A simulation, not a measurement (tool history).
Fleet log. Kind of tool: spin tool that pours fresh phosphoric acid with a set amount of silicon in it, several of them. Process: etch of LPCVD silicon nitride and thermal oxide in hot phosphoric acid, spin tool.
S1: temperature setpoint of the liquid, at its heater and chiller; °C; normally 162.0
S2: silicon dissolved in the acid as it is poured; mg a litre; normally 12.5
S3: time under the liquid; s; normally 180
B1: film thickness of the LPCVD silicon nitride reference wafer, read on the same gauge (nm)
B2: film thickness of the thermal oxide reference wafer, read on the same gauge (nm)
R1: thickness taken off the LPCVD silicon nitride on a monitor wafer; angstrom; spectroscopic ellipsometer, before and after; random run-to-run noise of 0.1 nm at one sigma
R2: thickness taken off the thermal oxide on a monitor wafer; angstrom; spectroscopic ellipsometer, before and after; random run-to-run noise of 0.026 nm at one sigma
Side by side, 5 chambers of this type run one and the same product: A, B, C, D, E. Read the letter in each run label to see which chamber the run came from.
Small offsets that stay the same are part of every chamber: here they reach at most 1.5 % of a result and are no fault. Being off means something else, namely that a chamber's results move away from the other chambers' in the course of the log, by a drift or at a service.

At day 0.100: chamber C: thermometer replaced.
Run 1A, day 0.154: usual settings; B1 49.992; B2 79.976. Result: R1 176.45 angstrom, R2 4.6392 angstrom.
Run 2C, day 0.292: usual settings; B1 50.007; B2 79.990. Result: R1 175.81 angstrom, R2 3.8624 angstrom.
Run 3E, day 0.462: usual settings; B1 49.997; B2 80.006. Result: R1 174.21 angstrom, R2 4.7591 angstrom.
Run 4B, day 0.692: usual settings; B1 49.989; B2 80.038. Result: R1 174.33 angstrom, R2 4.1256 angstrom.
Run 5D, day 0.925: usual settings; B1 49.993; B2 79.992. Result: R1 173.01 angstrom, R2 4.4557 angstrom.
Run 6B, day 1.029: usual settings; B1 49.997; B2 80.026. Result: R1 173.52 angstrom, R2 4.2613 angstrom.
At day 1.042: chamber A: thermometer replaced.
Run 7E, day 1.262: usual settings but S2 3.5 mg a litre, S3 265 s; B1 50.002; B2 79.966. Result: R1 255.72 angstrom, R2 7.5209 angstrom.
Run 8D, day 1.412: usual settings but S2 3.5 mg a litre, S3 265 s; B1 50.018; B2 80.000. Result: R1 253.04 angstrom, R2 7.5903 angstrom.
Run 9C, day 1.633: usual settings but S2 3.5 mg a litre, S3 265 s; B1 50.016; B2 79.984. Result: R1 258.10 angstrom, R2 7.0796 angstrom.
Run 10A, day 1.846: usual settings but S2 3.5 mg a litre, S3 265 s; B1 50.008; B2 79.968. Result: R1 256.48 angstrom, R2 8.2699 angstrom.
Run 11B, day 1.983: usual settings but S2 3.5 mg a litre, S3 265 s; B1 50.002; B2 79.983. Result: R1 254.56 angstrom, R2 8.5566 angstrom.
Run 12D, day 2.125: usual settings but S1 163.0 °C; B1 50.010; B2 80.005. Result: R1 178.32 angstrom, R2 4.4767 angstrom.
Run 13C, day 2.246: usual settings but S1 163.0 °C; B1 49.984; B2 80.012. Result: R1 181.26 angstrom, R2 4.1596 angstrom.
Run 14E, day 2.367: usual settings but S1 163.0 °C; B1 49.988; B2 79.940. Result: R1 179.65 angstrom, R2 4.8035 angstrom.
Run 15A, day 2.533: usual settings but S1 163.0 °C; B1 49.988; B2 80.022. Result: R1 181.76 angstrom, R2 4.4607 angstrom.
Run 16D, day 2.771: usual settings but S1 163.0 °C; B1 50.001; B2 79.990. Result: R1 177.35 angstrom, R2 4.8277 angstrom.
Run 17E, day 2.962: usual settings but S3 245 s; B1 49.997; B2 79.990. Result: R1 237.36 angstrom, R2 6.0190 angstrom.
Run 18B, day 3.088: usual settings but S3 245 s; B1 50.010; B2 80.027. Result: R1 240.21 angstrom, R2 5.5696 angstrom.
Run 19A, day 3.317: usual settings but S3 245 s; B1 50.010; B2 79.956. Result: R1 235.92 angstrom, R2 5.5519 angstrom.
Run 20C, day 3.550: usual settings but S3 245 s; B1 49.985; B2 80.016. Result: R1 239.93 angstrom, R2 5.8131 angstrom.
Run 21D, day 3.700: usual settings but S3 245 s; B1 49.986; B2 79.969. Result: R1 234.77 angstrom, R2 5.9653 angstrom.
Run 22B, day 3.812: usual settings; B1 49.993; B2 80.030. Result: R1 175.23 angstrom, R2 4.1232 angstrom.
Run 23C, day 4.033: usual settings; B1 49.981; B2 79.993. Result: R1 172.12 angstrom, R2 4.5620 angstrom.
Run 24E, day 4.221: usual settings; B1 49.995; B2 79.999. Result: R1 170.64 angstrom, R2 4.3595 angstrom.
Run 25A, day 4.346: usual settings; B1 49.992; B2 79.984. Result: R1 175.14 angstrom, R2 4.5658 angstrom.
Run 26D, day 4.567: usual settings; B1 50.001; B2 79.965. Result: R1 174.14 angstrom, R2 4.3692 angstrom.
Run 27E, day 4.775: usual settings; B1 50.006; B2 79.981. Result: R1 170.65 angstrom, R2 4.0070 angstrom.
Run 28A, day 5.012: usual settings; B1 49.999; B2 79.962. Result: R1 175.80 angstrom, R2 4.6996 angstrom.
Run 29C, day 5.242: usual settings; B1 50.002; B2 79.990. Result: R1 173.64 angstrom, R2 4.1327 angstrom.
Run 30B, day 5.396: usual settings; B1 49.991; B2 79.989. Result: R1 176.42 angstrom, R2 4.4295 angstrom.
Run 31A, day 5.608: usual settings; B1 50.026; B2 80.027. Result: R1 175.79 angstrom, R2 4.2629 angstrom.
Run 32E, day 5.758: usual settings; B1 49.983; B2 79.954. Result: R1 169.80 angstrom, R2 3.8345 angstrom.
Run 33D, day 5.925: usual settings; B1 50.000; B2 79.956. Result: R1 173.24 angstrom, R2 4.1810 angstrom.
Run 34B, day 6.025: usual settings but S1 163.5 °C; B1 49.988; B2 80.068. Result: R1 181.35 angstrom, R2 5.0169 angstrom.

Each of the 5 chambers runs these same settings next. Fill in every chamber's results:
Run 35A, day 6.196: usual settings but S2 5.0 mg a litre. Result: R1 ?, R2 ?.
Run 35B, day 6.196: usual settings but S2 5.0 mg a litre. Result: R1 ?, R2 ?.
Run 35C, day 6.196: usual settings but S2 5.0 mg a litre. Result: R1 ?, R2 ?.
Run 35D, day 6.196: usual settings but S2 5.0 mg a litre. Result: R1 ?, R2 ?.
Run 35E, day 6.196: usual settings but S2 5.0 mg a litre. Result: R1 ?, R2 ?.

run      R1      R2
35A  175.43  5.0212
35B  175.80  5.3891
35C  174.79  5.2159
35D  171.82  4.6198
35E  169.65  4.5636
